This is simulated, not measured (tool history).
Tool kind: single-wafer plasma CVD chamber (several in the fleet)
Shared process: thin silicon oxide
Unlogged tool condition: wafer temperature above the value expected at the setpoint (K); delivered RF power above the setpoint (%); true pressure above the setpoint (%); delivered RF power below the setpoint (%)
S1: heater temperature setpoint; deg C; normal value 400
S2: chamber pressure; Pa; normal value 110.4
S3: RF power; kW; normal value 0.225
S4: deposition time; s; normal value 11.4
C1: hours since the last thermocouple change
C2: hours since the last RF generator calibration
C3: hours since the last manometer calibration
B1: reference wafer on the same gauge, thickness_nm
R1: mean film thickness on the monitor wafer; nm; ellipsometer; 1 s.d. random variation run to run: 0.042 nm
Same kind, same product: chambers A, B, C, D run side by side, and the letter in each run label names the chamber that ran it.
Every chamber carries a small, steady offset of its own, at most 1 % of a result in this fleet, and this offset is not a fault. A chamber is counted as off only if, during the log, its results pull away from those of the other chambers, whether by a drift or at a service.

run,day,S1,S2,S3,S4,C1,C2,C3,B1,R1
1D,0.296,400,110.4,0.225,11.4,1028.3,754.9,1576.2,17.485,19.090
2C,0.458,400,110.4,0.225,11.4,1978.9,793.7,1817.6,17.497,19.141
3B,0.625,400,110.4,0.225,11.4,1119.2,381.0,256.6,17.502,18.856
4A,0.796,400,110.4,0.225,11.4,202.6,1085.1,1653.8,17.499,19.181
5A,1.121,400,110.4,0.225,11.4,210.4,1092.9,1661.6,17.495,19.107
6C,1.354,400,110.4,0.225,11.4,2000.4,815.2,1839.1,17.503,19.199
7D,1.600,400,110.4,0.225,11.4,1059.6,786.2,1607.5,17.504,19.131
8B,1.933,400,110.4,0.225,11.4,1150.6,412.4,288.0,17.490,18.911
9B,2.229,400,110.4,0.225,11.4,1157.7,419.5,295.1,17.500,18.848
10D,2.408,400,110.4,0.225,11.4,1079.0,805.6,1626.9,17.505,19.004
11A,2.667,400,110.4,0.225,11.4,247.5,1130.0,1698.7,17.498,19.196
12C,2.871,400,110.4,0.225,11.4,2036.8,851.6,1875.5,17.507,19.247
13A,3.067,400,110.4,0.225,11.4,257.1,1139.6,1708.3,17.501,19.225
14B,3.421,400,110.4,0.225,11.4,1186.3,448.1,323.7,17.506,18.900
15C,3.583,400,110.4,0.225,11.4,2053.9,868.7,1892.6,17.507,19.236
16D,3.933,400,110.4,0.225,11.4,1115.6,842.2,1663.5,17.497,19.067
17B,4.121,400,110.4,0.225,11.4,1203.1,464.9,340.5,17.503,18.879
18D,4.342,400,110.4,0.225,11.4,1125.4,852.0,1673.3,17.502,19.062
19C,4.621,400,110.4,0.225,11.4,2078.8,893.6,1917.5,17.517,19.245
20A,4.817,400,110.4,0.225,11.4,299.1,1181.6,1750.3,17.503,19.134
21C,4.992,408,110.4,0.225,11.4,2087.7,902.5,1926.4,17.502,19.078
22B,5.279,408,110.4,0.225,11.4,1230.9,492.7,368.3,17.500,18.794
23D,5.567,408,110.4,0.225,11.4,1154.8,881.4,1702.7,17.498,19.056
24A,5.917,408,110.4,0.225,11.4,325.5,1208.0,1776.7,17.498,19.116
25A,6.246,400,110.4,0.225,11.4,333.4,1215.9,1784.6,17.507,19.119
26D,6.550,400,110.4,0.225,11.4,1178.4,905.0,1726.3,17.500,19.060
27C,6.750,400,110.4,0.225,11.4,2129.9,944.7,1968.6,17.501,19.322
# day 6.971: chamber C: thermocouple changed; heater temperature recalibrated
28B,7.004,407,110.4,0.225,11.4,1272.3,534.1,409.7,17.493,18.795
29C,7.346,407,110.4,0.225,11.4,9.1,959.0,1982.9,17.501,19.144
30D,7.542,407,110.4,0.225,11.4,1202.2,928.8,1750.1,17.495,18.951
31A,7.783,407,110.4,0.225,11.4,370.3,1252.8,1821.5,17.497,19.095
32B,7.958,400,110.4,0.225,11.4,1295.2,557.0,432.6,17.497,18.841
33D,8.238,414,110.4,0.225,11.4,1218.9,945.5,1766.8,17.501,18.905
34C,8.538,414,110.4,0.225,11.4,37.7,987.6,2011.5,17.500,19.020
# day 8.721: chamber C: RF generator calibrated
35A,8.879,414,110.4,0.225,11.4,396.6,1279.1,1847.8,17.489,19.023
36B,9.246,414,110.4,0.225,11.4,1326.1,587.9,463.5,17.500,18.647
37A,9.458,400,123.3,0.225,11.4,410.5,1293.0,1861.7,17.489,21.101
38B,9.750,400,123.3,0.225,11.4,1338.2,600.0,475.6,17.492,20.793
39C,10.088,400,123.3,0.225,11.4,74.9,32.9,2048.7,17.493,21.135

The same settings go to every chamber for the next run, one line per chamber below. Forecast the results for each:
40A,10.354,400,122.9,0.225,11.4,,,,,?
40B,10.354,400,122.9,0.225,11.4,,,,,?
40C,10.354,400,122.9,0.225,11.4,,,,,?
40D,10.354,400,122.9,0.225,11.4,,,,,?

run,R1
40A,20.968
40B,20.806
40C,21.122
40D,20.881
